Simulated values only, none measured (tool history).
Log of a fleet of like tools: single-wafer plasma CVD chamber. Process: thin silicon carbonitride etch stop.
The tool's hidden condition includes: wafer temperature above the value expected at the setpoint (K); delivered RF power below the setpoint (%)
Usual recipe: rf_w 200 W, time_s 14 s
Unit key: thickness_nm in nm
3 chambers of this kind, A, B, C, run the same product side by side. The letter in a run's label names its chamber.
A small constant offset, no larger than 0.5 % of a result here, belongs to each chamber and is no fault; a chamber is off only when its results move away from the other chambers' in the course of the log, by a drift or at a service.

run	hour	rf_w	time_s	hours since the last thermocouple change	hours since the last RF generator calibration	read-back reference wafer on the same gauge, thickness_nm	thickness_nm
1A	6.8	200	14	668.3	2236.6	7.8148	7.9539
2C	13.8	200	14	1354.6	349.4	7.8177	7.937
3B	19.6	200	14	1466.8	1222.6	7.818	7.9606
4B	26.6	200	14	1473.8	1229.6	7.823	8.0118
5C	32.2	200	14	1373	367.8	7.8164	7.9083
6A	37.4	200	14	698.9	2267.2	7.8242	7.9887
7A	45.1	200	14	706.6	2274.9	7.8273	7.9752
8C	50.7	175	12.9	1391.5	386.3	7.8215	7.0432
9B	58	175	12.9	1505.2	1261	7.8151	7.0742
10A	66	175	12.9	727.5	2295.8	7.8267	7.0675
11C	71.8	200	14	1412.6	407.4	7.8267	7.9772
12B	77	200	14	1524.2	1280	7.8256	7.9665
13A	84.7	200	14	746.2	2314.5	7.8208	8.0029
14B	93	200	14	1540.2	1296	7.8138	7.9381
15C	97.7	225	12.6	1438.5	433.3	7.8217	7.4495
16B	101.6	225	12.6	1548.8	1304.6	7.8193	7.3519
17A	108	225	12.6	769.5	2337.8	7.817	7.4245
18C	112	200	14	1452.8	447.6	7.8175	7.9392
19B	118.6	200	14	1565.8	1321.6	7.8129	7.9168
20C	126.1	200	14	1466.9	461.7	7.8218	7.9326
21A	132.8	200	14	794.3	2362.6	7.8201	7.9921
22A	138	180	12.8	799.5	2367.8	7.8205	7.0097
23C	145.2	180	12.8	1486	480.8	7.8166	7.0478
24B	149.3	180	12.8	1596.5	1352.3	7.8155	6.979
25B	154.7	200	14	1601.9	1357.7	7.8178	7.8408
# hour 155.6: chamber A: RF generator calibrated
26C	161.9	200	14	1502.7	497.5	7.8198	7.9713
27A	166.2	200	14	827.7	10.7	7.8198	7.9645

Predict what each chamber gives when all 3 of them run the settings below next.
28A	172.6	200	14				?
28B	172.6	200	14				?
28C	172.6	200	14				?

run	thickness_nm
28A	7.9495
28B	7.7784
28C	7.9731
